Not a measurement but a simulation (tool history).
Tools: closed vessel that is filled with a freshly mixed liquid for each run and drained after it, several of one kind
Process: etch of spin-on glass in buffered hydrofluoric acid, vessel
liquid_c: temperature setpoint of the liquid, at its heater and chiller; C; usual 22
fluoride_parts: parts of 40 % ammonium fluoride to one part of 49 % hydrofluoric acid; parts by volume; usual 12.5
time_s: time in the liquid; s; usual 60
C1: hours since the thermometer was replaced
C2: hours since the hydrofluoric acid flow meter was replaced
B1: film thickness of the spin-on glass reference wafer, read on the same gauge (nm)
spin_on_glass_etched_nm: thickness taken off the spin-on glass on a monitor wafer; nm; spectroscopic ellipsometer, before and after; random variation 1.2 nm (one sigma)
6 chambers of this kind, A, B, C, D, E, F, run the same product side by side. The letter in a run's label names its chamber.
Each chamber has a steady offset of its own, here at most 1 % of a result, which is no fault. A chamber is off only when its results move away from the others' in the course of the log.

Run 1D, day 0.096: usual settings; C1 739.4; C2 96.4; B1 40.017. Result: spin_on_glass_etched_nm 124.38 nm.
Run 2A, day 0.179: usual settings; C1 809.4; C2 931.9; B1 40.018. Result: spin_on_glass_etched_nm 121.28 nm.
Run 3F, day 0.283: usual settings; C1 120.1; C2 622.8; B1 39.997. Result: spin_on_glass_etched_nm 122.83 nm.
Run 4B, day 0.392: usual settings; C1 1716.1; C2 759.3; B1 39.973. Result: spin_on_glass_etched_nm 121.75 nm.
Run 5E, day 0.488: usual settings; C1 228.6; C2 412.3; B1 39.959. Result: spin_on_glass_etched_nm 125.68 nm.
Run 6C, day 0.592: usual settings; C1 1572.1; C2 1608.3; B1 39.975. Result: spin_on_glass_etched_nm 126.1 nm.
Run 7D, day 0.675: usual settings; C1 753.3; C2 110.3; B1 40.014. Result: spin_on_glass_etched_nm 124.96 nm.
Run 8C, day 0.817: usual settings; C1 1577.5; C2 1613.7; B1 39.993. Result: spin_on_glass_etched_nm 126.41 nm.
Run 9B, day 0.954: usual settings but liquid_c 18.5 C; C1 1729.6; C2 772.8; B1 40.016. Result: spin_on_glass_etched_nm 101.38 nm.
Run 10E, day 1.092: usual settings but liquid_c 18.5 C; C1 243.1; C2 426.8; B1 39.995. Result: spin_on_glass_etched_nm 103.22 nm.
Run 11A, day 1.183: usual settings but liquid_c 18.5 C; C1 833.5; C2 956; B1 39.987. Result: spin_on_glass_etched_nm 100.46 nm.
Run 12F, day 1.342: usual settings but liquid_c 18.5 C; C1 145.5; C2 648.2; B1 40.025. Result: spin_on_glass_etched_nm 100.53 nm.
Run 13F, day 1.462: usual settings but liquid_c 18.5 C; C1 148.4; C2 651.1; B1 39.962. Result: spin_on_glass_etched_nm 100.77 nm.
Run 14C, day 1.592: usual settings but liquid_c 18.5 C; C1 1596.1; C2 1632.3; B1 40.003. Result: spin_on_glass_etched_nm 103.09 nm.
Run 15E, day 1.708: usual settings; C1 257.9; C2 441.6; B1 40. Result: spin_on_glass_etched_nm 127.37 nm.
Run 16B, day 1.792: usual settings; C1 1749.7; C2 792.9; B1 40.002. Result: spin_on_glass_etched_nm 123.55 nm.
Run 17D, day 1.883: usual settings; C1 782.3; C2 139.3; B1 40. Result: spin_on_glass_etched_nm 124.48 nm.
Run 18A, day 2.021: usual settings; C1 853.6; C2 976.1; B1 40.015. Result: spin_on_glass_etched_nm 123.49 nm.
Run 19F, day 2.171: usual settings; C1 165.4; C2 668.1; B1 39.991. Result: spin_on_glass_etched_nm 124.04 nm.
Run 20A, day 2.296: usual settings; C1 860.2; C2 982.7; B1 40.026. Result: spin_on_glass_etched_nm 122.85 nm.
Run 21D, day 2.388: usual settings; C1 794.4; C2 151.4; B1 40.007. Result: spin_on_glass_etched_nm 126.25 nm.
Run 22C, day 2.512: usual settings; C1 1618.2; C2 1654.4; B1 40.04. Result: spin_on_glass_etched_nm 126.82 nm.
Run 23E, day 2.625: usual settings; C1 279.9; C2 463.6; B1 39.998. Result: spin_on_glass_etched_nm 131.86 nm.
Run 24B, day 2.717: usual settings; C1 1771.9; C2 815.1; B1 40.022. Result: spin_on_glass_etched_nm 122.59 nm.
Run 25D, day 2.896: usual settings; C1 806.6; C2 163.6; B1 39.996. Result: spin_on_glass_etched_nm 124.67 nm.
Run 26E, day 3.075: usual settings; C1 290.7; C2 474.4; B1 39.959. Result: spin_on_glass_etched_nm 131.51 nm.
Run 27B, day 3.192: usual settings; C1 1783.3; C2 826.5; B1 39.993. Result: spin_on_glass_etched_nm 121.4 nm.
Run 28F, day 3.279: usual settings; C1 192; C2 694.7; B1 40.005. Result: spin_on_glass_etched_nm 124.79 nm.
Run 29A, day 3.458: usual settings; C1 888.1; C2 1010.6; B1 40.024. Result: spin_on_glass_etched_nm 123.85 nm.
Run 30C, day 3.608: usual settings; C1 1644.5; C2 1680.7; B1 40.031. Result: spin_on_glass_etched_nm 128.01 nm.
Run 31D, day 3.712: usual settings; C1 826.2; C2 183.2; B1 40.017. Result: spin_on_glass_etched_nm 124.47 nm.
At day 3.862: chamber A: thermometer replaced.
Run 32E, day 3.888: usual settings; C1 310.2; C2 493.9; B1 39.967. Result: spin_on_glass_etched_nm 132.58 nm.
Run 33C, day 3.967: usual settings but liquid_c 19.5 C, time_s 90 s; C1 1653.1; C2 1689.3; B1 39.991. Result: spin_on_glass_etched_nm 166.31 nm.
Run 34B, day 4.121: usual settings but liquid_c 19.5 C, time_s 90 s; C1 1805.6; C2 848.8; B1 39.978. Result: spin_on_glass_etched_nm 160.17 nm.
Run 35A, day 4.238: usual settings but liquid_c 19.5 C, time_s 90 s; C1 9; C2 1029.3; B1 39.983. Result: spin_on_glass_etched_nm 162.1 nm.
Run 36F, day 4.412: usual settings but liquid_c 19.5 C, time_s 90 s; C1 219.2; C2 721.9; B1 39.995. Result: spin_on_glass_etched_nm 160.4 nm.
Run 37B, day 4.496: usual settings but liquid_c 19.5 C, time_s 90 s; C1 1814.6; C2 857.8; B1 40.014. Result: spin_on_glass_etched_nm 159.05 nm.
Run 38E, day 4.617: usual settings but liquid_c 19.5 C, time_s 90 s; C1 327.7; C2 511.4; B1 40.011. Result: spin_on_glass_etched_nm 179.41 nm.
Run 39A, day 4.712: usual settings; C1 20.4; C2 1040.7; B1 40.068. Result: spin_on_glass_etched_nm 124.77 nm.
Run 40F, day 4.862: usual settings; C1 230; C2 732.7; B1 39.993. Result: spin_on_glass_etched_nm 123.85 nm.

What goes on in this fleet: one chamber off, a drifting gauge, or nothing beyond the chambers' own small offsets? Name the chamber and the cause, if any.

Chamber E drifts away from the others.
Cause: hydrofluoric acid flow above the setpoint (%) = 10.2.
The log may not tell that from: liquid hotter than its thermometer reads (K).

Here are 4 candidates for chamber E's next run, each the usual settings with a change, their results left as question marks. Which one brings its results back in line with what the others give on the usual settings?
In line means no further than this from the other chambers' mean on the usual settings: spin_on_glass_etched_nm 4 nm
Run 41E-1, day 4.992: usual settings but time_s 55 s. Result: spin_on_glass_etched_nm ?.
Run 41E-2, day 4.992: usual settings but liquid_c 22.5 C, fluoride_parts 11.5 parts by volume. Result: spin_on_glass_etched_nm ?.
Run 41E-3, day 4.992: usual settings but fluoride_parts 13 parts by volume. Result: spin_on_glass_etched_nm ?.
Run 41E-4, day 4.992: usual settings but fluoride_parts 12 parts by volume. Result: spin_on_glass_etched_nm ?.

The other chambers' mean on the usual settings: spin_on_glass_etched_nm 124.34 nm
  run  spin_on_glass_etched_nm
41E-1                   126.24
41E-2                   153.37
41E-3                   132.62
41E-4                   143.23
41E-1 brings the chamber back in line.
